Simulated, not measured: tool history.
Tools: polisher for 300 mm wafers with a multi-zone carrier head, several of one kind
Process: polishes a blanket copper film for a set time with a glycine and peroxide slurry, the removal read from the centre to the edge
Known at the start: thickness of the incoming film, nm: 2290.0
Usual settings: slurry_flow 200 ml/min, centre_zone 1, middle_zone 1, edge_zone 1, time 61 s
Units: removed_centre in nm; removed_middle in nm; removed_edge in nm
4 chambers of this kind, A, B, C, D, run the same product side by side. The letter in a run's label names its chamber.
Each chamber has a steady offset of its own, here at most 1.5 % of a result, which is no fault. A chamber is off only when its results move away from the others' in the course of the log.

run     day  slurry_flow  centre_zone  middle_zone  edge_zone  time  removed_centre  removed_middle  removed_edge
 1A   0.242          200            1            1          1    61          226.43          219.57        223.44
 2D   0.479          200            1            1          1    61          226.55          218.78         225.9
      0.525  -- chamber B: worn pad replaced by a new one
 3C   0.708          200            1            1          1    61          225.34          216.32        224.84
      0.896  -- chamber A: worn pad replaced by a new one
 4B   0.912          200            1            1          1    61          222.05          228.06        222.66
 5B   1.067          200            1            1          1    61          220.06          221.37        222.74
 6A   1.312          200            1            1          1    61          223.45          221.02        225.67
      1.529  -- chamber C: worn pad replaced by a new one
 7C   1.558          200            1            1          1    61          221.51          224.47        224.37
 8D   1.808          200            1            1          1    61           223.6          222.58        219.18
 9B   1.967          230            1            1          1    68          256.26          247.53        253.97
10D   2.125          230            1            1          1    68          258.15          252.33        255.77
11C   2.454          230            1            1          1    68          254.88          249.18        249.39
      2.658  -- chamber D: worn pad replaced by a new one
      2.675  -- chamber B: worn pad replaced by a new one
12A   2.792          230            1            1          1    68           252.1          254.97        250.67
13D    2.95          200            1            1          1    61           227.2          223.96        224.49
      2.992  -- chamber A: worn pad replaced by a new one
14A   3.142          260         0.94            1          1    61          215.94          231.01        226.65
15B   3.329          260         0.94            1          1    61          213.02          227.08         228.8
16C   3.671          260         0.94            1          1    61          216.55          226.46        229.05
17C   3.908          260         0.94            1          1    61          219.62           233.6        233.96
      4.188  -- chamber C: worn pad replaced by a new one
18A    4.25          200            1            1          1    61          221.85           224.5        220.11
19D   4.404          200            1            1          1    61           225.1           217.6        224.97
20B   4.696          200            1            1          1    61          224.88          218.33        223.49
      4.825  -- chamber B: centre zone pressure recalibrated
21B   4.867          200            1            1          1    61          226.34          221.62        223.17
22A   5.017          200            1            1          1    61          222.68          223.19        227.71
      5.025  -- chamber B: worn pad replaced by a new one
      5.121  -- chamber C: slurry nozzle cleaned
23C   5.183          160            1            1       1.06    61          219.53          211.45         226.9
      5.238  -- chamber A: worn pad replaced by a new one
      5.271  -- chamber D: worn pad replaced by a new one
24D   5.375          160            1            1       1.06    61          217.56          212.32        225.11
      5.446  -- chamber A: centre zone pressure recalibrated
25A   5.625          160            1            1       1.06    61          187.86          211.05        225.93
      5.929  -- chamber D: centre zone pressure recalibrated
26C    5.95          160            1            1       1.06    61          215.32          216.39           229
      6.079  -- chamber C: centre zone pressure recalibrated
27B   6.104          200            1            1          1    61          217.73           229.2        220.32
28D   6.458          200            1         1.05       0.92    61          221.54          234.65         212.9
29B   6.629          200            1         1.05       0.92    61          224.45          230.71        216.56
      6.783  -- chamber C: worn pad replaced by a new one
30A   6.854          200            1         1.05       0.92    61          198.28          230.85        208.64
31C   7.021          200            1         1.05       0.92    61          221.24          238.78        214.77
      7.058  -- chamber A: worn pad replaced by a new one
      7.208  -- chamber B: worn pad replaced by a new one
32D   7.279          200            1         0.91          1    61          224.66          206.03        222.52
33D   7.488          200            1         0.91          1    61          228.47          203.85        224.67
34B   7.717          200            1         0.91          1    61          222.28          206.28        227.92
      7.879  -- chamber D: worn pad replaced by a new one
35A   8.029          200            1         0.91          1    61          200.16          204.88        221.33
36C   8.362          200            1            1          1    61          226.31          214.79        222.12
37D   8.592          200            1            1          1    61          223.22          226.32        221.37
38A     8.8          200            1            1          1    61          200.63          227.27        220.29
39B   9.017          200         1.04            1          1    61          233.67          223.79        222.79
      9.267  -- chamber B: worn pad replaced by a new one
40C     9.3          200         1.04            1          1    61          235.77          220.29         226.5
      9.396  -- chamber A: worn pad replaced by a new one
41B    9.65          200         1.04            1          1    61          233.94          221.13        222.42
42D   9.867          200         1.04            1          1    61          238.54          226.74        225.77
     10.154  -- chamber C: worn pad replaced by a new one
43C  10.175          200            1         0.89          1    61          226.25          198.94        226.26
44A  10.367          200            1         0.89          1    61          200.25          199.93        220.57

All 4 chambers run these settings next. Forecast each chamber's results:
45A  10.621          200            1            1          1    61               ?               ?             ?
45B  10.621          200            1            1          1    61               ?               ?             ?
45C  10.621          200            1            1          1    61               ?               ?             ?
45D  10.621          200            1            1          1    61               ?               ?             ?

run  removed_centre  removed_middle  removed_edge
45A          200.39          222.78        222.32
45B          221.94          222.39        227.03
45C          224.56          220.53        223.81
45D          227.95          221.03        219.76
